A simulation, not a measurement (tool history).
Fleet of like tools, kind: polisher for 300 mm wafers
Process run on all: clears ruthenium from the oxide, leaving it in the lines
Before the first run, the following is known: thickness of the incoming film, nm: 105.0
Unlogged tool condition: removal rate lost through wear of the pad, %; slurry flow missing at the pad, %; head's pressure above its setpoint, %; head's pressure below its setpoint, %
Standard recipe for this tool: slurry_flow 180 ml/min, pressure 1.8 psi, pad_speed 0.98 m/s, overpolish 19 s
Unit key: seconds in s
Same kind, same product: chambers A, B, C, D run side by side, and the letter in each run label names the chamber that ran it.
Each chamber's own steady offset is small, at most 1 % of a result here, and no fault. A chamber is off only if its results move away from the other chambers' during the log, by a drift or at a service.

run,hour,slurry_flow,pressure,pad_speed,overpolish,wafers polished on this pad,hours since the slurry nozzle was cleaned,hours since the head pressure was calibrated,seconds
1A,6.6,180,1.8,0.98,19,620,60.4,666.8,93.512
2B,12.0,180,1.8,0.98,19,1538,190.5,433.6,95.483
3D,17.0,180,1.8,0.98,19,298,817.6,58.5,92.832
# hour 17.3: chamber B: worn pad replaced by a new one
4C,26.6,180,1.8,0.98,19,1106,97.4,927.0,94.512
# hour 30.9: chamber A: worn pad replaced by a new one
# hour 31.3: chamber D: slurry nozzle cleaned
5D,32.6,180,1.8,0.98,19,421,1.4,74.1,93.950
# hour 40.7: chamber C: worn pad replaced by a new one
6A,41.8,180,1.8,0.98,19,86,95.6,702.0,94.375
# hour 46.2: chamber D: worn pad replaced by a new one
7C,49.5,180,1.8,0.98,19,70,120.3,949.9,94.007
8B,60.5,180,1.8,0.98,19,340,239.0,482.1,93.423
9D,67.3,180,1.8,0.98,19,166,36.1,108.8,93.712
10B,78.3,180,1.8,0.98,19,480,256.8,499.9,93.050
11A,88.1,180,1.8,0.98,19,451,141.9,748.3,94.440
12C,95.5,180,1.8,0.98,19,432,166.3,995.9,94.893
# hour 99.6: chamber B: slurry nozzle cleaned
13A,103.6,180,1.8,0.98,19,573,157.4,763.8,92.593
# hour 112.9: chamber D: worn pad replaced by a new one
14C,114.9,180,1.8,0.98,19,585,185.7,1015.3,97.805
15B,122.6,180,1.8,0.98,19,829,23.0,544.2,96.705
16D,132.6,180,1.8,0.98,19,155,101.4,174.1,93.412
# hour 132.9: chamber A: worn pad replaced by a new one
17D,140.2,180,1.8,0.98,19,215,109.0,181.7,95.765
18C,147.6,180,1.8,0.98,19,842,218.4,1048.0,94.666
19B,157.4,180,1.8,0.98,19,1104,57.8,579.0,94.758
20A,164.6,180,1.8,0.98,19,250,218.4,824.8,95.400
# hour 165.5: chamber A: head pressure recalibrated
21D,171.0,180,1.8,0.98,19,458,139.8,212.5,93.313
22B,178.1,180,1.8,0.98,19,1267,78.5,599.7,94.217
23C,189.2,180,1.8,0.98,19,1170,260.0,1089.6,94.941
# hour 192.1: chamber D: worn pad replaced by a new one
24A,195.5,135,1.4,0.98,19,493,249.3,30.0,129.290
# hour 198.1: chamber C: worn pad replaced by a new one
25D,201.3,135,1.4,0.98,19,72,170.1,242.8,124.860
26A,207.2,135,1.4,0.98,19,585,261.0,41.7,126.800
27C,214.0,135,1.4,0.98,19,125,284.8,1114.4,128.380
28B,222.9,180,1.2,0.98,14,1620,123.3,644.5,142.410
# hour 226.6: chamber B: worn pad replaced by a new one
29A,232.1,180,1.2,0.98,14,782,285.9,66.6,139.730
30D,240.2,180,1.2,0.98,14,379,209.0,281.7,138.640
31B,245.1,180,1.2,0.98,14,146,145.5,666.7,140.630

For the next run the whole fleet of 4 chambers uses the same settings. Give each chamber's results:
32A,253.2,180,2.0,0.98,19,,,,?
32B,253.2,180,2.0,0.98,19,,,,?
32C,253.2,180,2.0,0.98,19,,,,?
32D,253.2,180,2.0,0.98,19,,,,?

run,seconds
32A,85.492
32B,86.924
32C,85.568
32D,85.160

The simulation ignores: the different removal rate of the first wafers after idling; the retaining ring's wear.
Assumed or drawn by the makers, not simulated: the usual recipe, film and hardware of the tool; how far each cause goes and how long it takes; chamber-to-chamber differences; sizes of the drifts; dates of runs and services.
